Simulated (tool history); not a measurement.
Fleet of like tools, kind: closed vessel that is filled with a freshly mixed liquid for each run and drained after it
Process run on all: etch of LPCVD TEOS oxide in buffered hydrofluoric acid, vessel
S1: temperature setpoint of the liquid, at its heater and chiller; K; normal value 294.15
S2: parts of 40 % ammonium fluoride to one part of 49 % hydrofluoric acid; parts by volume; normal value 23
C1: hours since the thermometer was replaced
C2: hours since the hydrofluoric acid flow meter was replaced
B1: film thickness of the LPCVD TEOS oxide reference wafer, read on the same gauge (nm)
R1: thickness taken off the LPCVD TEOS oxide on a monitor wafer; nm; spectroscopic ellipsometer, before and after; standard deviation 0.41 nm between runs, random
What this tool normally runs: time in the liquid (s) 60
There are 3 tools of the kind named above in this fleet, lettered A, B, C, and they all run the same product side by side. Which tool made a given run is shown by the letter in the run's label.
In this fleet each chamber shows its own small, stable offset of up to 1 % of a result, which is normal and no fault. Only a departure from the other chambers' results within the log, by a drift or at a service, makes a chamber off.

-- hour=1.5 chamber B: hydrofluoric acid flow meter replaced
run 1A hour=11.2 | S1=294.15 S2=23 time_in_the_liquid_(s)=60 | C1=733.5 C2=416.5 | B1=90.031 | R1=79.247
run 2C hour=23.5 | S1=294.15 S2=23 time_in_the_liquid_(s)=60 | C1=372.6 C2=1267.5 | B1=90.035 | R1=79.702
run 3B hour=30.1 | S1=294.15 S2=23 time_in_the_liquid_(s)=60 | C1=32.7 C2=28.7 | B1=89.965 | R1=80.366
-- hour=37.2 chamber A: thermometer replaced
run 4B hour=41.1 | S1=294.15 S2=23 time_in_the_liquid_(s)=60 | C1=43.7 C2=39.7 | B1=90.002 | R1=80.852
run 5C hour=48.4 | S1=294.15 S2=23 time_in_the_liquid_(s)=60 | C1=397.5 C2=1292.4 | B1=90.033 | R1=80.187
run 6A hour=58.9 | S1=294.15 S2=23 time_in_the_liquid_(s)=60 | C1=21.8 C2=464.2 | B1=90.02 | R1=78.367
run 7A hour=68.4 | S1=294.15 S2=23 time_in_the_liquid_(s)=60 | C1=31.3 C2=473.7 | B1=89.986 | R1=78.598
run 8C hour=74 | S1=294.15 S2=23 time_in_the_liquid_(s)=60 | C1=423.1 C2=1318 | B1=89.986 | R1=80.181
run 9B hour=81.2 | S1=294.15 S2=23 time_in_the_liquid_(s)=60 | C1=83.8 C2=79.8 | B1=90.032 | R1=80.045
run 10B hour=88.9 | S1=294.15 S2=23 time_in_the_liquid_(s)=60 | C1=91.5 C2=87.5 | B1=90.035 | R1=80.217
run 11A hour=95.6 | S1=294.15 S2=23 time_in_the_liquid_(s)=60 | C1=58.5 C2=500.9 | B1=89.99 | R1=78.739
run 12C hour=103.8 | S1=294.15 S2=23 time_in_the_liquid_(s)=60 | C1=452.9 C2=1347.8 | B1=89.975 | R1=79.563
run 13A hour=110.6 | S1=294.15 S2=23 time_in_the_liquid_(s)=60 | C1=73.5 C2=515.9 | B1=90.008 | R1=77.467
run 14C hour=119.3 | S1=294.15 S2=23 time_in_the_liquid_(s)=60 | C1=468.4 C2=1363.3 | B1=90.041 | R1=80.078
run 15B hour=124.9 | S1=294.15 S2=23 time_in_the_liquid_(s)=60 | C1=127.5 C2=123.5 | B1=90.001 | R1=80.782
run 16B hour=132.6 | S1=294.15 S2=23 time_in_the_liquid_(s)=60 | C1=135.2 C2=131.2 | B1=89.979 | R1=81.711
run 17C hour=145 | S1=294.15 S2=23 time_in_the_liquid_(s)=60 | C1=494.1 C2=1389 | B1=89.997 | R1=79.604
run 18A hour=152.7 | S1=297.15 S2=23 time_in_the_liquid_(s)=45 | C1=115.6 C2=558 | B1=90.036 | R1=68.06
run 19B hour=160 | S1=297.15 S2=23 time_in_the_liquid_(s)=45 | C1=162.6 C2=158.6 | B1=89.995 | R1=71.782
run 20A hour=170.4 | S1=297.15 S2=23 time_in_the_liquid_(s)=45 | C1=133.3 C2=575.7 | B1=90.008 | R1=68.481
run 21C hour=177.3 | S1=294.15 S2=23 time_in_the_liquid_(s)=60 | C1=526.4 C2=1421.3 | B1=90.028 | R1=79.677
run 22A hour=186.9 | S1=294.15 S2=23 time_in_the_liquid_(s)=60 | C1=149.8 C2=592.2 | B1=90.067 | R1=76.862
run 23C hour=197.8 | S1=294.15 S2=23 time_in_the_liquid_(s)=60 | C1=546.9 C2=1441.8 | B1=90.002 | R1=79.298
run 24B hour=210.3 | S1=294.15 S2=23 time_in_the_liquid_(s)=60 | C1=212.9 C2=208.9 | B1=90.046 | R1=80.641
run 25B hour=216.5 | S1=294.15 S2=23 time_in_the_liquid_(s)=60 | C1=219.1 C2=215.1 | B1=90.005 | R1=80.684
run 26A hour=227 | S1=294.15 S2=23 time_in_the_liquid_(s)=60 | C1=189.9 C2=632.3 | B1=90.022 | R1=75.403
run 27C hour=237 | S1=294.15 S2=23 time_in_the_liquid_(s)=60 | C1=586.1 C2=1481 | B1=89.998 | R1=79.865
run 28B hour=245.5 | S1=294.15 S2=23 time_in_the_liquid_(s)=60 | C1=248.1 C2=244.1 | B1=89.985 | R1=80.601
run 29A hour=257.2 | S1=294.15 S2=23 time_in_the_liquid_(s)=60 | C1=220.1 C2=662.5 | B1=89.959 | R1=74.857
run 30C hour=267.9 | S1=294.15 S2=23 time_in_the_liquid_(s)=60 | C1=617 C2=1511.9 | B1=90.036 | R1=79.707
run 31B hour=274.3 | S1=294.15 S2=23 time_in_the_liquid_(s)=60 | C1=276.9 C2=272.9 | B1=89.995 | R1=80.385

One chamber off, gauge drift, or nothing amiss beyond the chambers' own small offsets? If it is a chamber, which one, and what is the likeliest cause?

Chamber A drifts away from the others.
What lies behind it: hydrofluoric acid flow below the setpoint (%) = 7.7.
It could be hard to tell apart here from: liquid colder than its thermometer reads (K).

Which of the 4 candidates below, each the usual settings with something changed and its results left as question marks, puts chamber A back in line with what the other chambers give on the usual settings?
Counts as in line when no further than this from what the other chambers average on the usual settings: R1 1.4 nm
run 32A-1 hour=283.4 | S1=294.15 S2=25.5 time_in_the_liquid_(s)=60 | R1=?
run 32A-2 hour=283.4 | S1=294.15 S2=22 time_in_the_liquid_(s)=60 | R1=?
run 32A-3 hour=283.4 | S1=294.15 S2=24 time_in_the_liquid_(s)=60 | R1=?
run 32A-4 hour=283.4 | S1=294.65 S2=21.5 time_in_the_liquid_(s)=60 | R1=?

Other chambers, usual settings, mean: R1 80.229 nm
run=32A-1 R1=69.708
run=32A-2 R1=77.304
run=32A-3 R1=72.731
run=32A-4 R1=80.737
32A-4 is the one that brings the chamber's results back in line with the other chambers.
